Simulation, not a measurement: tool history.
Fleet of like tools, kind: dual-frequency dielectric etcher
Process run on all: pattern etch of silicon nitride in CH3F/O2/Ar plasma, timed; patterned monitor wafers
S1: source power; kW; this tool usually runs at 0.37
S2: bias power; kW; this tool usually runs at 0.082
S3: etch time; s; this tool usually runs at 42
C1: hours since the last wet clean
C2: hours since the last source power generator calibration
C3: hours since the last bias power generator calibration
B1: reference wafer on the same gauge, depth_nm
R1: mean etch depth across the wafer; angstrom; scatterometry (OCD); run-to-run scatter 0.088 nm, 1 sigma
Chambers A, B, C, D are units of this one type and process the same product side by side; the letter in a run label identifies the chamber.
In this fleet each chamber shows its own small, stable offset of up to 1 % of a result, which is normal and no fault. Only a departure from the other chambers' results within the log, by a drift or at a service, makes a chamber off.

run,hour,S1,S2,S3,C1,C2,C3,B1,R1
1B,14.7,0.37,0.082,42,146.5,207.8,1504.5,30.091,297.85
2D,23,0.37,0.082,42,433.2,1259.4,2969.2,30.097,296.24
3A,34.3,0.37,0.082,42,89.6,1658.4,2328.4,30.108,298
4C,46.2,0.37,0.082,42,612.2,4882.1,769.2,30.092,300.31
5D,54.6,0.37,0.082,42,464.8,1291,3000.8,30.108,298.97
# hour 56.3: chamber D: wet clean of the chamber
6A,63.4,0.37,0.082,42,118.7,1687.5,2357.5,30.096,296.72
7B,76,0.37,0.082,42,207.8,269.1,1565.8,30.106,298.65
8C,84.5,0.44,0.082,36.5,650.5,4920.4,807.5,30.085,275.17
9A,93,0.44,0.082,36.5,148.3,1717.1,2387.1,30.09,276.14
10C,99.6,0.44,0.082,36.5,665.6,4935.5,822.6,30.092,276.37
11B,111.6,0.44,0.082,36.5,243.4,304.7,1601.4,30.103,277.12
# hour 112.8: chamber C: wet clean of the chamber
12D,120.9,0.37,0.082,42,64.6,1357.3,3067.1,30.115,296.04
13A,128.1,0.46,0.082,42,183.4,1752.2,2422.2,30.125,322.78
14B,138,0.46,0.082,42,269.8,331.1,1627.8,30.116,323.67
15C,152.4,0.46,0.082,42,39.7,4988.3,875.4,30.1,323.46
16D,161,0.46,0.082,42,104.7,1397.4,3107.2,30.113,323.08
17D,175.7,0.37,0.082,42,119.4,1412.1,3121.9,30.111,297.64
18B,189.4,0.37,0.082,33.5,321.2,382.5,1679.2,30.072,237.45
# hour 198.2: chamber D: bias power generator calibrated
19C,200.7,0.37,0.082,33.5,88,5036.6,923.7,30.104,238.16
20A,210.3,0.37,0.082,33.5,265.6,1834.4,2504.4,30.101,237.54
21C,220.8,0.37,0.082,33.5,108.1,5056.7,943.8,30.095,235.98
22D,228.7,0.37,0.082,42,172.4,1465.1,30.6,30.088,297.44
23B,238,0.37,0.082,42,369.8,431.1,1727.8,30.092,297.81
24A,245.2,0.37,0.082,42,300.5,1869.3,2539.3,30.085,297.51
25A,255.6,0.37,0.082,42,310.9,1879.7,2549.7,30.098,297.8
26D,268.7,0.37,0.082,42,212.4,1505.1,70.6,30.115,298.09
27C,278.6,0.37,0.082,42,165.9,5114.5,1001.6,30.094,297.41
28B,287.8,0.37,0.07,42,419.6,480.9,1777.6,30.089,281.21
29C,297,0.37,0.07,42,184.3,5132.9,1020,30.093,281.31
30D,307.9,0.37,0.07,42,251.6,1544.3,109.8,30.133,280.45
31B,315,0.37,0.07,42,446.8,508.1,1804.8,30.103,282.14
32A,328.3,0.37,0.082,42,383.6,1952.4,2622.4,30.078,297.82
# hour 336.7: chamber A: wet clean of the chamber
33B,338.8,0.37,0.082,42,470.6,531.9,1828.6,30.079,297.22
34A,345.3,0.37,0.082,42,8.6,1969.4,2639.4,30.111,298.25
35D,359.8,0.37,0.082,42,303.5,1596.2,161.7,30.113,296.49

Has any chamber moved away from the others, gradually or after a service, or does the common gauge drift, or do the chambers differ only by their own small steady offsets? State the chamber and the most likely cause if one applies.

The fleet is healthy, with each chamber sitting at its usual small offset and no drift in the gauge.

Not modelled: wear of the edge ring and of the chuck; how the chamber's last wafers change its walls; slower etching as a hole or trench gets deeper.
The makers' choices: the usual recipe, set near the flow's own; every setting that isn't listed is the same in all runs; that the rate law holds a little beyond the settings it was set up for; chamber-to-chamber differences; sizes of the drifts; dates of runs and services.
